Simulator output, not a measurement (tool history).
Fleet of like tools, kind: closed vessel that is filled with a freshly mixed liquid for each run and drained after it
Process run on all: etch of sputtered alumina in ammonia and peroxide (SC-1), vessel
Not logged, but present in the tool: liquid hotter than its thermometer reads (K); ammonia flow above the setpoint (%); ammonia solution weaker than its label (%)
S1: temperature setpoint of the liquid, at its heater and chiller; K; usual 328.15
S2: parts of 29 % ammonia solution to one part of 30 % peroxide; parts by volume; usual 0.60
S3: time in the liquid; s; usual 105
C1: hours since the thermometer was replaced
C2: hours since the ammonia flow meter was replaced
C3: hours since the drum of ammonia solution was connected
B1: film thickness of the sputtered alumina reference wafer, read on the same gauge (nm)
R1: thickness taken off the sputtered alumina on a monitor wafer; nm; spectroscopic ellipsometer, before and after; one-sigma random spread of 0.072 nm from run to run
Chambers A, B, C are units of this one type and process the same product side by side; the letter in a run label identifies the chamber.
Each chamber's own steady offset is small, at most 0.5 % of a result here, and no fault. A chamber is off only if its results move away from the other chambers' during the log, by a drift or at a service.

run,hour,S1,S2,S3,C1,C2,C3,B1,R1
1A,3.7,328.15,0.60,105,250.5,1315.1,60.4,139.99,7.2719
2B,7.8,328.15,0.60,105,241.8,701.8,196.5,139.99,7.3022
3C,12.1,328.15,0.60,105,237.7,1144.6,128.9,140.00,7.2684
4A,19.9,328.15,0.60,105,266.7,1331.3,76.6,140.01,7.1254
5C,25.7,328.15,0.60,105,251.3,1158.2,142.5,140.01,7.2381
6B,31.8,328.15,0.60,105,265.8,725.8,220.5,140.01,7.2493
7A,37.9,322.15,0.60,75,284.7,1349.3,94.6,140.01,3.7576
8B,44.4,322.15,0.60,75,278.4,738.4,233.1,140.01,3.7620
9C,48.4,322.15,0.60,75,274.0,1180.9,165.2,140.01,3.8519
10C,54.9,328.15,0.60,105,280.5,1187.4,171.7,140.01,7.4264
11A,59.9,328.15,0.60,125,306.7,1371.3,116.6,140.00,8.3396
# hour 61.6: chamber C: ammonia flow meter replaced
12B,66.6,328.15,0.60,125,300.6,760.6,255.3,140.02,8.4001
13B,74.8,328.15,0.60,125,308.8,768.8,263.5,140.00,8.7257
14A,79.0,328.15,0.85,105,325.8,1390.4,135.7,140.01,7.3996
15C,86.1,328.15,0.85,105,311.7,24.5,202.9,140.00,8.0157
16A,93.1,328.15,0.85,105,339.9,1404.5,149.8,140.02,7.4329
17B,97.4,328.15,0.60,105,331.4,791.4,286.1,140.01,7.3225
18C,103.0,328.15,0.60,105,328.6,41.4,219.8,140.01,7.9209
19A,109.4,328.15,0.60,105,356.2,1420.8,166.1,140.00,7.2864
20B,117.0,328.15,0.60,105,351.0,811.0,305.7,139.99,7.1722
21C,124.5,328.15,0.60,105,350.1,62.9,241.3,140.01,8.0502
22A,131.2,328.15,0.60,75,378.0,1442.6,187.9,139.99,5.2483

Next, every chamber runs the same settings. What will each give?
23A,137.1,324.15,0.60,105,,,,,?
23B,137.1,324.15,0.60,105,,,,,?
23C,137.1,324.15,0.60,105,,,,,?

run,R1
23A,5.8197
23B,5.8948
23C,6.6386
